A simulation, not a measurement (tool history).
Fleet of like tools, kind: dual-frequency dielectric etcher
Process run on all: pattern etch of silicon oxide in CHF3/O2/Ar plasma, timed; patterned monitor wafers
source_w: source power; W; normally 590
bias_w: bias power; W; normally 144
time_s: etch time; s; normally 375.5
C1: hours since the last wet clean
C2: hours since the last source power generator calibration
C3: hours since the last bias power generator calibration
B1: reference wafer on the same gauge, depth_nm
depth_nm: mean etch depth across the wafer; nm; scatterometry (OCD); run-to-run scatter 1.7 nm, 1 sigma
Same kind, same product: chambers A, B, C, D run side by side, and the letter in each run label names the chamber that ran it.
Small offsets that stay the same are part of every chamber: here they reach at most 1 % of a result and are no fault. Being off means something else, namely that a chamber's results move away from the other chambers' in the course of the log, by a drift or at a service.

{"run": "1A", "hour": 8.5, "source_w": 590, "bias_w": 144, "time_s": 375.5, "C1": 465.9, "C2": 2335.7, "C3": 820.6, "B1": 683.9, "depth_nm": 689.6}
{"hour": 13.6, "done": "chamber B: wet clean of the chamber"}
{"run": "2B", "hour": 13.6, "source_w": 590, "bias_w": 144, "time_s": 375.5, "C1": 0.1, "C2": 1329.3, "C3": 542.1, "B1": 683.99, "depth_nm": 678.21}
{"run": "3C", "hour": 20.1, "source_w": 590, "bias_w": 144, "time_s": 375.5, "C1": 189.9, "C2": 1716.1, "C3": 1304.5, "B1": 684.01, "depth_nm": 687.24}
{"run": "4D", "hour": 28.7, "source_w": 590, "bias_w": 144, "time_s": 375.5, "C1": 417, "C2": 832.1, "C3": 1719.9, "B1": 684.18, "depth_nm": 689.03}
{"run": "5D", "hour": 33.8, "source_w": 590, "bias_w": 144, "time_s": 375.5, "C1": 422.1, "C2": 837.2, "C3": 1725, "B1": 683.93, "depth_nm": 690.33}
{"run": "6A", "hour": 41.0, "source_w": 590, "bias_w": 144, "time_s": 375.5, "C1": 498.4, "C2": 2368.2, "C3": 853.1, "B1": 683.84, "depth_nm": 690.79}
{"run": "7B", "hour": 45.6, "source_w": 710, "bias_w": 144, "time_s": 375.5, "C1": 32.1, "C2": 1361.3, "C3": 574.1, "B1": 683.66, "depth_nm": 728.78}
{"run": "8C", "hour": 50.1, "source_w": 710, "bias_w": 144, "time_s": 375.5, "C1": 219.9, "C2": 1746.1, "C3": 1334.5, "B1": 683.77, "depth_nm": 741.68}
{"run": "9D", "hour": 57.9, "source_w": 710, "bias_w": 144, "time_s": 375.5, "C1": 446.2, "C2": 861.3, "C3": 1749.1, "B1": 683.9, "depth_nm": 739.6}
{"hour": 64.3, "done": "chamber A: wet clean of the chamber"}
{"run": "10C", "hour": 65.2, "source_w": 710, "bias_w": 144, "time_s": 375.5, "C1": 235, "C2": 1761.2, "C3": 1349.6, "B1": 683.77, "depth_nm": 740.2}
{"run": "11B", "hour": 71.9, "source_w": 590, "bias_w": 144, "time_s": 375.5, "C1": 58.4, "C2": 1387.6, "C3": 600.4, "B1": 684, "depth_nm": 674.95}
{"run": "12A", "hour": 79.2, "source_w": 590, "bias_w": 144, "time_s": 375.5, "C1": 15, "C2": 2406.4, "C3": 891.3, "B1": 683.86, "depth_nm": 692.27}
{"hour": 83.0, "done": "chamber D: wet clean of the chamber"}
{"run": "13A", "hour": 86.0, "source_w": 590, "bias_w": 144, "time_s": 375.5, "C1": 21.8, "C2": 2413.2, "C3": 898.1, "B1": 684.39, "depth_nm": 692.65}
{"run": "14B", "hour": 94.6, "source_w": 590, "bias_w": 144, "time_s": 375.5, "C1": 81.1, "C2": 1410.3, "C3": 623.1, "B1": 684.21, "depth_nm": 679.38}
{"run": "15D", "hour": 102.1, "source_w": 590, "bias_w": 144, "time_s": 375.5, "C1": 19.1, "C2": 905.5, "C3": 1793.3, "B1": 683.9, "depth_nm": 689.85}
{"run": "16C", "hour": 107.0, "source_w": 590, "bias_w": 144, "time_s": 375.5, "C1": 276.8, "C2": 1803, "C3": 1391.4, "B1": 683.41, "depth_nm": 692.5}
{"run": "17D", "hour": 112.3, "source_w": 590, "bias_w": 144, "time_s": 375.5, "C1": 29.3, "C2": 915.7, "C3": 1803.5, "B1": 684.02, "depth_nm": 689.19}
{"run": "18B", "hour": 118.5, "source_w": 590, "bias_w": 159, "time_s": 375.5, "C1": 105, "C2": 1434.2, "C3": 647, "B1": 684.2, "depth_nm": 701.58}
{"run": "19C", "hour": 123.1, "source_w": 590, "bias_w": 159, "time_s": 375.5, "C1": 292.9, "C2": 1819.1, "C3": 1407.5, "B1": 684.52, "depth_nm": 712.04}
{"run": "20A", "hour": 128.5, "source_w": 590, "bias_w": 159, "time_s": 375.5, "C1": 64.3, "C2": 2455.7, "C3": 940.6, "B1": 683.65, "depth_nm": 710.12}
{"run": "21C", "hour": 133.0, "source_w": 590, "bias_w": 159, "time_s": 375.5, "C1": 302.8, "C2": 1829, "C3": 1417.4, "B1": 683.64, "depth_nm": 711.05}
{"run": "22A", "hour": 140.9, "source_w": 590, "bias_w": 144, "time_s": 375.5, "C1": 76.7, "C2": 2468.1, "C3": 953, "B1": 684.11, "depth_nm": 687.49}
{"run": "23B", "hour": 147.4, "source_w": 590, "bias_w": 144, "time_s": 375.5, "C1": 133.9, "C2": 1463.1, "C3": 675.9, "B1": 683.62, "depth_nm": 680.49}
{"run": "24D", "hour": 153.1, "source_w": 590, "bias_w": 144, "time_s": 375.5, "C1": 70.1, "C2": 956.5, "C3": 1844.3, "B1": 683.71, "depth_nm": 689.78}
{"run": "25A", "hour": 157.3, "source_w": 590, "bias_w": 144, "time_s": 375.5, "C1": 93.1, "C2": 2484.5, "C3": 969.4, "B1": 684.16, "depth_nm": 691.49}
{"run": "26B", "hour": 165.4, "source_w": 590, "bias_w": 126, "time_s": 339.5, "C1": 151.9, "C2": 1481.1, "C3": 693.9, "B1": 684.2, "depth_nm": 586.72}
{"run": "27D", "hour": 170.8, "source_w": 590, "bias_w": 126, "time_s": 339.5, "C1": 87.8, "C2": 974.2, "C3": 1862, "B1": 684.1, "depth_nm": 596.77}
{"run": "28C", "hour": 179.4, "source_w": 590, "bias_w": 126, "time_s": 339.5, "C1": 349.2, "C2": 1875.4, "C3": 1463.8, "B1": 683.86, "depth_nm": 596.96}
{"run": "29C", "hour": 186.9, "source_w": 590, "bias_w": 126, "time_s": 339.5, "C1": 356.7, "C2": 1882.9, "C3": 1471.3, "B1": 684.35, "depth_nm": 596.78}
{"run": "30A", "hour": 190.9, "source_w": 590, "bias_w": 144, "time_s": 375.5, "C1": 126.7, "C2": 2518.1, "C3": 1003, "B1": 684.08, "depth_nm": 689.8}
{"run": "31B", "hour": 195.1, "source_w": 590, "bias_w": 144, "time_s": 375.5, "C1": 181.6, "C2": 1510.8, "C3": 723.6, "B1": 683.74, "depth_nm": 682.24}
{"run": "32D", "hour": 201.1, "source_w": 590, "bias_w": 144, "time_s": 375.5, "C1": 118.1, "C2": 1004.5, "C3": 1892.3, "B1": 684.09, "depth_nm": 690.45}
{"run": "33C", "hour": 207.7, "source_w": 590, "bias_w": 144, "time_s": 375.5, "C1": 377.5, "C2": 1903.7, "C3": 1492.1, "B1": 683.96, "depth_nm": 687.55}
{"run": "34D", "hour": 215.6, "source_w": 590, "bias_w": 144, "time_s": 375.5, "C1": 132.6, "C2": 1019, "C3": 1906.8, "B1": 684.31, "depth_nm": 689.69}
{"run": "35A", "hour": 222.5, "source_w": 590, "bias_w": 144, "time_s": 375.5, "C1": 158.3, "C2": 2549.7, "C3": 1034.6, "B1": 684.14, "depth_nm": 688.23}
{"run": "36B", "hour": 229.9, "source_w": 590, "bias_w": 144, "time_s": 375.5, "C1": 216.4, "C2": 1545.6, "C3": 758.4, "B1": 683.94, "depth_nm": 678.66}
{"run": "37D", "hour": 237.1, "source_w": 590, "bias_w": 144, "time_s": 375.5, "C1": 154.1, "C2": 1040.5, "C3": 1928.3, "B1": 684.18, "depth_nm": 687.2}
{"run": "38C", "hour": 244.8, "source_w": 590, "bias_w": 171, "time_s": 375.5, "C1": 414.6, "C2": 1940.8, "C3": 1529.2, "B1": 683.95, "depth_nm": 727.68}
{"run": "39B", "hour": 251.2, "source_w": 590, "bias_w": 171, "time_s": 375.5, "C1": 237.7, "C2": 1566.9, "C3": 779.7, "B1": 683.99, "depth_nm": 719.88}
{"run": "40A", "hour": 259.5, "source_w": 590, "bias_w": 171, "time_s": 375.5, "C1": 195.3, "C2": 2586.7, "C3": 1071.6, "B1": 684.08, "depth_nm": 729.89}
{"run": "41A", "hour": 263.8, "source_w": 590, "bias_w": 171, "time_s": 375.5, "C1": 199.6, "C2": 2591, "C3": 1075.9, "B1": 684.54, "depth_nm": 730.6}

Has any chamber moved away from the others, gradually or after a service, or does the common gauge drift, or do the chambers differ only by their own small steady offsets? State the chamber and the most likely cause if one applies.

Beyond each chamber's small constant offset nothing stands out, and the gauge stays steady.
